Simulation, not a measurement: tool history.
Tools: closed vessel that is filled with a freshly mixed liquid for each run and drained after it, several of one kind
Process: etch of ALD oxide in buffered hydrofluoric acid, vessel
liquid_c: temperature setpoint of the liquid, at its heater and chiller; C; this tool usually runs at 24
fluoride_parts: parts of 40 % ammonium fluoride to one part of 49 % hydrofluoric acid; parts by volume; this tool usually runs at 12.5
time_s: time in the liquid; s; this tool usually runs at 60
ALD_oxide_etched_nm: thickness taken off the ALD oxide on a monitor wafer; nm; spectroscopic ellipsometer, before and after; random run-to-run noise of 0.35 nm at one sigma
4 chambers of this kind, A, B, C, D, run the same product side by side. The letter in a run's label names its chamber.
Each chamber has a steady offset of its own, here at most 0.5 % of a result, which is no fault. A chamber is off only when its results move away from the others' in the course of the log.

| run | hour | liquid_c | fluoride_parts | time_s | read-back film thickness of the ALD oxide reference wafer, read on the same gauge (nm) | ALD_oxide_etched_nm |
|---|---|---|---|---|---|---|
| 1D | 3.1 | 24 | 12.5 | 60 | 140.01 | 59.715 |
| 2B | 6.6 | 24 | 12.5 | 60 | 139.97 | 60.016 |
| 3A | 10.6 | 24 | 12.5 | 60 | 139.99 | 60.108 |
| 4C | 14.4 | 24 | 12.5 | 60 | 139.99 | 59.991 |
| 5A | 17.7 | 24 | 12.5 | 60 | 139.95 | 60.325 |
| 6C | 19.6 | 24 | 12.5 | 60 | 140 | 60.216 |
| 7B | 23.3 | 24 | 12.5 | 60 | 139.98 | 60.538 |
| 8D | 27.1 | 24 | 12.5 | 60 | 140 | 60.277 |
| 9D | 30.9 | 24 | 12.5 | 60 | 139.99 | 60.477 |
| 10C | 33.4 | 24 | 12.5 | 60 | 139.99 | 60.616 |
| 11B | 37.3 | 24 | 12.5 | 60 | 140.02 | 60.11 |
| 12A | 40.1 | 24 | 12.5 | 60 | 139.96 | 59.728 |
| 13A | 42.6 | 24 | 12.5 | 60 | 139.99 | 59.703 |
| 14C | 45.8 | 24 | 12.5 | 60 | 140.03 | 60.552 |
| 15D | 48.8 | 24 | 12.5 | 60 | 140.01 | 59.792 |
| 16B | 51.5 | 24 | 12.5 | 60 | 139.98 | 59.139 |
| 17C | 55 | 24 | 12.5 | 60 | 139.98 | 61.191 |
| 18B | 57.2 | 24 | 12.5 | 60 | 139.95 | 59.942 |
| 19D | 61 | 19.5 | 12.5 | 75 | 139.99 | 58.924 |
| 20A | 63.8 | 19.5 | 12.5 | 75 | 140 | 58.409 |
| 21C | 66.7 | 19.5 | 12.5 | 75 | 140.01 | 59.464 |
| 22B | 70.1 | 19.5 | 12.5 | 75 | 140.03 | 58.289 |
| 23D | 73.9 | 24 | 12.5 | 60 | 139.98 | 60.327 |
| 24A | 76.7 | 24 | 12.5 | 60 | 139.99 | 59.854 |
| 25D | 79.6 | 24 | 12.5 | 60 | 140.02 | 60.193 |
| 26C | 82.1 | 20.5 | 8.5 | 60 | 139.98 | 72.597 |
| 27A | 84.1 | 20.5 | 8.5 | 60 | 140.05 | 69.086 |
| 28B | 87.1 | 20.5 | 8.5 | 60 | 139.97 | 70.267 |
| 29B | 90.3 | 20.5 | 8.5 | 60 | 140.01 | 70.093 |
| 30A | 92.4 | 24 | 12.5 | 60 | 140.01 | 60.89 |
| 31C | 96.3 | 24 | 12.5 | 60 | 140.02 | 62.933 |
| 32D | 98.4 | 24 | 12.5 | 60 | 139.98 | 60.268 |
| 33A | 100.7 | 24 | 12.5 | 60 | 139.98 | 60.727 |
| 34D | 103.7 | 24 | 12.5 | 60 | 140 | 59.994 |
| 35C | 106.3 | 24 | 12.5 | 60 | 140 | 62.334 |
| 36B | 110.5 | 24 | 12.5 | 60 | 140 | 59.753 |
| 37A | 113.9 | 24 | 12.5 | 50 | 139.98 | 50.025 |
| 38C | 117.6 | 24 | 12.5 | 50 | 139.98 | 52.458 |
| 39B | 121.4 | 24 | 12.5 | 50 | 140.03 | 49.838 |
| 40D | 125.5 | 24 | 12.5 | 50 | 140.02 | 49.679 |
| 41D | 128.8 | 24 | 12.5 | 60 | 140.04 | 60.146 |

Is one chamber out of step, is the gauge drifting, or do the chambers differ by no more than their own small offsets? For an off chamber, give its letter and the likeliest cause.

Little by little, chamber C moves away from the other chambers.
Most likely cause: hydrofluoric acid flow above the setpoint (%) = 5.13.
The log may not tell that from: liquid hotter than its thermometer reads (K).

Chamber C could run next with any of the 4 candidate recipes listed below; each alters the usual settings, and their results appear as question marks. Which one brings its results back in line with what the other chambers deliver on the usual settings?
Allowed miss from the other chambers' usual-settings mean, per result, to count as in line: ALD_oxide_etched_nm 1.2 nm
| 42C-1 | 131.9 | 24 | 12.5 | 55 |  | ? |
| 42C-2 | 131.9 | 23 | 12.5 | 60 |  | ? |
| 42C-3 | 131.9 | 25 | 12.5 | 60 |  | ? |
| 42C-4 | 131.9 | 24 | 12.5 | 65 |  | ? |

Other chambers, usual settings, mean: ALD_oxide_etched_nm 60.166 nm
| run | ALD_oxide_etched_nm |
|---|---|
| 42C-1 | 57.864 |
| 42C-2 | 59.729 |
| 42C-3 | 66.688 |
| 42C-4 | 68.385 |
42C-2 is the one that brings the chamber's results back in line with the other chambers.

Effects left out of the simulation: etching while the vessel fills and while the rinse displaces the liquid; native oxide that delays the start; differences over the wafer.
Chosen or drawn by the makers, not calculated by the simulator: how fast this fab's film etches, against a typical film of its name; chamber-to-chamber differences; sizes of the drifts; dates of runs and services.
